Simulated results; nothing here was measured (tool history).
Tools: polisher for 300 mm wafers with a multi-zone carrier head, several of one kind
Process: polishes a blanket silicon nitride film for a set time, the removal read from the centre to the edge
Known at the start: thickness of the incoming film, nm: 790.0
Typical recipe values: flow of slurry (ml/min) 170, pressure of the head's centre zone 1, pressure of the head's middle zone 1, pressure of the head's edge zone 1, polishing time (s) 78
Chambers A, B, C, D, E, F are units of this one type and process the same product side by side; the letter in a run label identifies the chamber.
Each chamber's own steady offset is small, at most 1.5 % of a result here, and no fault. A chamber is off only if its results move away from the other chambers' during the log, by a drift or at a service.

| run | hour | flow of slurry (ml/min) | pressure of the head's centre zone | pressure of the head's middle zone | pressure of the head's edge zone | polishing time (s) | film removed at the wafer's centre (nm) | film removed at mid-radius (nm) | film removed at the wafer's edge (nm) |
|---|---|---|---|---|---|---|---|---|---|
| 1B | 6.5 | 170 | 1 | 1 | 1 | 78 | 167.07 | 169.35 | 168.39 |
| 2D | 15.1 | 170 | 1 | 1 | 1 | 78 | 166.1 | 169.19 | 165.69 |
|  | 20.7 | chamber B: slurry nozzle cleaned |
| 3E | 21.5 | 170 | 1 | 1 | 1 | 78 | 165.04 | 165.85 | 167.04 |
| 4F | 27 | 170 | 1 | 1 | 1 | 78 | 165.89 | 166.65 | 167.42 |
|  | 28 | chamber A: worn pad replaced by a new one |
| 5C | 36.8 | 170 | 1 | 1 | 1 | 78 | 167.2 | 166.21 | 163.99 |
| 6A | 43 | 170 | 1 | 1 | 1 | 78 | 169.16 | 168.47 | 165.46 |
|  | 53.4 | chamber C: worn pad replaced by a new one |
| 7B | 53.7 | 170 | 1 | 1 | 1 | 78 | 169.61 | 168.52 | 166.77 |
| 8C | 59.5 | 170 | 1 | 1 | 1 | 78 | 168.21 | 165.31 | 168.51 |
| 9F | 67.9 | 170 | 1 | 1 | 1 | 78 | 164.96 | 163.34 | 164.87 |
|  | 68.8 | chamber E: worn pad replaced by a new one |
| 10D | 74.7 | 170 | 1 | 1 | 1 | 78 | 166.59 | 168.89 | 168.19 |
| 11A | 83.6 | 170 | 1 | 1 | 1 | 78 | 166.57 | 168.32 | 164.87 |
| 12E | 91.5 | 170 | 1 | 1 | 1 | 78 | 166.05 | 166.84 | 168.14 |
| 13D | 97.8 | 170 | 1 | 1 | 1 | 78 | 165.96 | 170.19 | 166.39 |
| 14C | 106.2 | 170 | 1 | 1 | 1.09 | 99 | 209.49 | 208.03 | 217.44 |
| 15F | 112.2 | 170 | 1 | 1 | 1.09 | 99 | 211.16 | 213.76 | 218.7 |
|  | 119.6 | chamber B: worn pad replaced by a new one |
|  | 120.8 | chamber D: worn pad replaced by a new one |
| 16B | 121.3 | 170 | 1 | 1 | 1.09 | 99 | 215.33 | 215.95 | 219.62 |
| 17A | 130 | 170 | 1 | 1 | 1.09 | 99 | 210.65 | 209.02 | 218.1 |
| 18E | 136.7 | 170 | 1 | 1 | 1.09 | 99 | 212.03 | 212.33 | 225.7 |
| 19A | 143 | 170 | 1 | 1 | 1.09 | 99 | 209.92 | 212.22 | 217.81 |
| 20F | 150.8 | 170 | 1 | 1 | 1 | 78 | 166.65 | 167.95 | 164.89 |
|  | 151.4 | chamber D: slurry nozzle cleaned |
| 21E | 156.2 | 170 | 1 | 1 | 1 | 78 | 166.51 | 168.14 | 168.59 |
| 22B | 163.6 | 170 | 1 | 1 | 1 | 78 | 166.88 | 169.67 | 168.41 |
|  | 164.1 | chamber F: worn pad replaced by a new one |
| 23D | 170.5 | 170 | 1 | 1 | 1 | 78 | 167.63 | 167.25 | 165.88 |
|  | 170.6 | chamber D: centre zone pressure recalibrated |
| 24C | 179.2 | 170 | 1 | 1 | 1 | 78 | 162 | 162.91 | 162.15 |
| 25E | 185.4 | 170 | 1 | 1 | 1 | 78 | 166.33 | 164.81 | 162.9 |
|  | 187.6 | chamber A: edge zone pressure recalibrated |
| 26A | 190.3 | 170 | 0.94 | 1.11 | 1 | 78 | 156.12 | 184.48 | 166.02 |
| 27B | 197.3 | 170 | 0.94 | 1.11 | 1 | 78 | 158.23 | 187.03 | 166.54 |
| 28C | 205.7 | 170 | 0.94 | 1.11 | 1 | 78 | 152.87 | 180.6 | 162.18 |
| 29D | 214.1 | 170 | 0.94 | 1.11 | 1 | 78 | 155.51 | 183.74 | 167.56 |
|  | 217 | chamber F: edge zone pressure recalibrated |
| 30F | 221.5 | 170 | 0.94 | 1.11 | 1 | 78 | 153.92 | 185.37 | 164.1 |
|  | 225.5 | chamber B: worn pad replaced by a new one |
| 31A | 231 | 170 | 0.94 | 1.11 | 1 | 78 | 156.54 | 182.08 | 165.5 |
| 32E | 238.9 | 170 | 1 | 1 | 1 | 78 | 166.9 | 164.86 | 167.61 |
| 33D | 244 | 170 | 1 | 1 | 1 | 78 | 165.21 | 167.76 | 166.92 |
| 34C | 249.9 | 170 | 1 | 1 | 1 | 78 | 159.84 | 159.85 | 161.23 |
|  | 250.5 | chamber B: edge zone pressure recalibrated |
| 35B | 255.9 | 170 | 1 | 1 | 1 | 78 | 168.06 | 167.28 | 166.04 |
|  | 261.3 | chamber E: worn pad replaced by a new one |
| 36F | 263.5 | 170 | 1 | 1 | 0.93 | 100 | 212.95 | 213.14 | 208.78 |
| 37E | 269.2 | 170 | 1 | 1 | 0.93 | 100 | 214.65 | 211 | 204.26 |
| 38B | 279.2 | 170 | 1 | 1 | 0.93 | 100 | 213.1 | 219.48 | 204.34 |
| 39C | 289.3 | 170 | 1 | 1 | 0.93 | 100 | 200.89 | 203.84 | 197.27 |

Does one chamber stand apart from the rest, does the shared gauge drift, or is all well apart from small per-chamber offsets? Give the chamber and the most likely cause, where there is one.

One chamber, C, drifts off from the rest bit by bit.
Likeliest cause: slurry flow missing at the pad, % = 21.9.

Below are 4 candidate recipes for chamber C's next run, each the usual settings with a change, their results shown as question marks. Which of them brings C's results back in line with what the other chambers give on the usual settings?
Allowed miss from the other chambers' usual-settings mean, per result, to count as in line: film removed at the wafer's centre (nm) 4; film removed at mid-radius (nm) 6.5; film removed at the wafer's edge (nm) 6.5
| 40C-1 | 297.1 | 170 | 1 | 1 | 1 | 79 | ? | ? | ? |
| 40C-2 | 297.1 | 165 | 0.99 | 0.99 | 1.01 | 75 | ? | ? | ? |
| 40C-3 | 297.1 | 170 | 1 | 1 | 1 | 77 | ? | ? | ? |
| 40C-4 | 297.1 | 175 | 1.01 | 1.01 | 0.99 | 81 | ? | ? | ? |

The mean the other chambers reach with the usual settings: film removed at the wafer's centre (nm) 166.84; film removed at mid-radius (nm) 167.43; film removed at the wafer's edge (nm) 166.15
| run | film removed at the wafer's centre (nm) | film removed at mid-radius (nm) | film removed at the wafer's edge (nm) |
|---|---|---|---|
| 40C-1 | 160.22 | 161.24 | 161.6 |
| 40C-2 | 149.34 | 150.7 | 153.55 |
| 40C-3 | 156.16 | 157.16 | 157.51 |
| 40C-4 | 167.22 | 167.84 | 165.5 |
The right change is 40C-4: it brings the chamber back within the allowed miss of the others.
